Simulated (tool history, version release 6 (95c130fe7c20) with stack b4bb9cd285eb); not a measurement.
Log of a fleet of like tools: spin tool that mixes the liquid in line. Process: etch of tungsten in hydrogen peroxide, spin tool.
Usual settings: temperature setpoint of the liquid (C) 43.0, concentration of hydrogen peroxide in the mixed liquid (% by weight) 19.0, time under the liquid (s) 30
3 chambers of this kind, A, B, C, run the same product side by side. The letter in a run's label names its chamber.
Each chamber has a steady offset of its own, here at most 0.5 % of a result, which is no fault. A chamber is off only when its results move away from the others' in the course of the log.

| run | day | temperature setpoint of the liquid (C) | concentration of hydrogen peroxide in the mixed liquid (% by weight) | time under the liquid (s) | hours since the thermometer was replaced | hours since the peroxide flow meter was replaced | hours since the heated supply line was repaired | hours since the drum of peroxide was connected | read-back film thickness of the tungsten reference wafer, read on the same gauge (nm) | thickness taken off the tungsten on a monitor wafer (angstrom) |
|---|---|---|---|---|---|---|---|---|---|---|
| 1A | 0.496 | 43.0 | 19.0 | 30 | 1101.2 | 562.9 | 706.3 | 998.4 | 139.97 | 522.18 |
| 2C | 1.067 | 43.0 | 19.0 | 30 | 831.4 | 363.9 | 2905.0 | 87.9 | 139.98 | 528.85 |
| 3B | 1.329 | 43.0 | 19.0 | 30 | 193.8 | 103.8 | 109.3 | 1252.0 | 140.00 | 529.76 |
| 4C | 1.829 | 43.0 | 19.0 | 30 | 849.7 | 382.2 | 2923.3 | 106.2 | 139.99 | 528.89 |
| 5A | 2.192 | 43.0 | 19.0 | 30 | 1141.9 | 603.6 | 747.0 | 1039.1 | 140.01 | 524.16 |
| 6B | 2.608 | 43.0 | 19.0 | 30 | 224.5 | 134.5 | 140.0 | 1282.7 | 139.98 | 528.70 |
| 7C | 3.112 | 43.0 | 19.0 | 30 | 880.5 | 413.0 | 2954.1 | 137.0 | 139.98 | 528.94 |
| 8B | 3.679 | 43.0 | 19.0 | 30 | 250.2 | 160.2 | 165.7 | 1308.4 | 140.01 | 523.27 |
|  | 4.192 | chamber B: new drum of peroxide connected |
| 9A | 4.267 | 43.0 | 19.0 | 30 | 1191.7 | 653.4 | 796.8 | 1088.9 | 140.01 | 525.79 |
|  | 4.529 | chamber A: heated supply line repaired |
| 10B | 4.583 | 43.0 | 19.0 | 30 | 271.9 | 181.9 | 187.4 | 9.4 | 139.99 | 529.28 |
|  | 4.788 | chamber A: new drum of peroxide connected |
| 11C | 4.900 | 43.0 | 19.0 | 30 | 923.4 | 455.9 | 2997.0 | 179.9 | 140.02 | 527.47 |
| 12A | 5.354 | 43.0 | 19.0 | 30 | 1217.8 | 679.5 | 19.8 | 13.6 | 140.01 | 524.95 |
| 13A | 5.767 | 43.0 | 19.0 | 30 | 1227.7 | 689.4 | 29.7 | 23.5 | 140.03 | 516.56 |
|  | 5.804 | chamber A: peroxide flow meter replaced |
| 14C | 6.067 | 43.0 | 19.0 | 30 | 951.4 | 483.9 | 3025.0 | 207.9 | 140.04 | 527.63 |
| 15B | 6.554 | 43.0 | 19.0 | 30 | 319.2 | 229.2 | 234.7 | 56.7 | 140.03 | 524.95 |
| 16A | 7.100 | 43.0 | 19.0 | 30 | 1259.7 | 31.1 | 61.7 | 55.5 | 140.00 | 516.60 |
| 17C | 7.638 | 43.0 | 19.0 | 30 | 989.1 | 521.6 | 3062.7 | 245.6 | 140.02 | 531.22 |
| 18B | 7.992 | 43.0 | 19.0 | 30 | 353.7 | 263.7 | 269.2 | 91.2 | 140.01 | 526.10 |
| 19C | 8.354 | 36.5 | 19.0 | 30 | 1006.3 | 538.8 | 3079.9 | 262.8 | 139.99 | 344.34 |
| 20A | 8.800 | 36.5 | 19.0 | 30 | 1300.5 | 71.9 | 102.5 | 96.3 | 140.02 | 332.40 |
| 21B | 9.108 | 36.5 | 19.0 | 30 | 380.5 | 290.5 | 296.0 | 118.0 | 139.99 | 345.31 |
| 22C | 9.650 | 43.0 | 19.0 | 30 | 1037.4 | 569.9 | 3111.0 | 293.9 | 140.00 | 527.28 |
| 23A | 9.988 | 43.0 | 19.0 | 30 | 1329.0 | 100.4 | 131.0 | 124.8 | 140.00 | 498.85 |
| 24B | 10.504 | 43.0 | 19.0 | 30 | 414.0 | 324.0 | 329.5 | 151.5 | 140.01 | 528.49 |
| 25A | 10.975 | 43.0 | 19.0 | 30 | 1352.7 | 124.1 | 154.7 | 148.5 | 139.98 | 501.31 |

What goes on in this fleet: one chamber off, a drifting gauge, or nothing beyond the chambers' own small offsets? Name the chamber and the cause, if any.

Chamber A drifts away from the others.
Cause: liquid colder than its thermometer reads (K) = 0.869.

Here are 4 candidates for chamber A's next run, each the usual settings with a change, their results left as question marks. Which one brings its results back in line with what the others give on the usual settings?
In line means no further than this from the other chambers' mean on the usual settings: thickness taken off the tungsten on a monitor wafer (angstrom) 11.00
| 26A-1 | 11.408 | 43.0 | 23.0 | 30 |  |  |  |  |  | ? |
| 26A-2 | 11.408 | 42.0 | 19.0 | 30 |  |  |  |  |  | ? |
| 26A-3 | 11.408 | 44.0 | 19.0 | 30 |  |  |  |  |  | ? |
| 26A-4 | 11.408 | 43.0 | 15.5 | 30 |  |  |  |  |  | ? |

The other chambers' mean on the usual settings: thickness taken off the tungsten on a monitor wafer (angstrom) 528.72
| run | thickness taken off the tungsten on a monitor wafer (angstrom) |
|---|---|
| 26A-1 | 550.62 |
| 26A-2 | 468.68 |
| 26A-3 | 532.90 |
| 26A-4 | 450.78 |
26A-3 brings the chamber back in line.
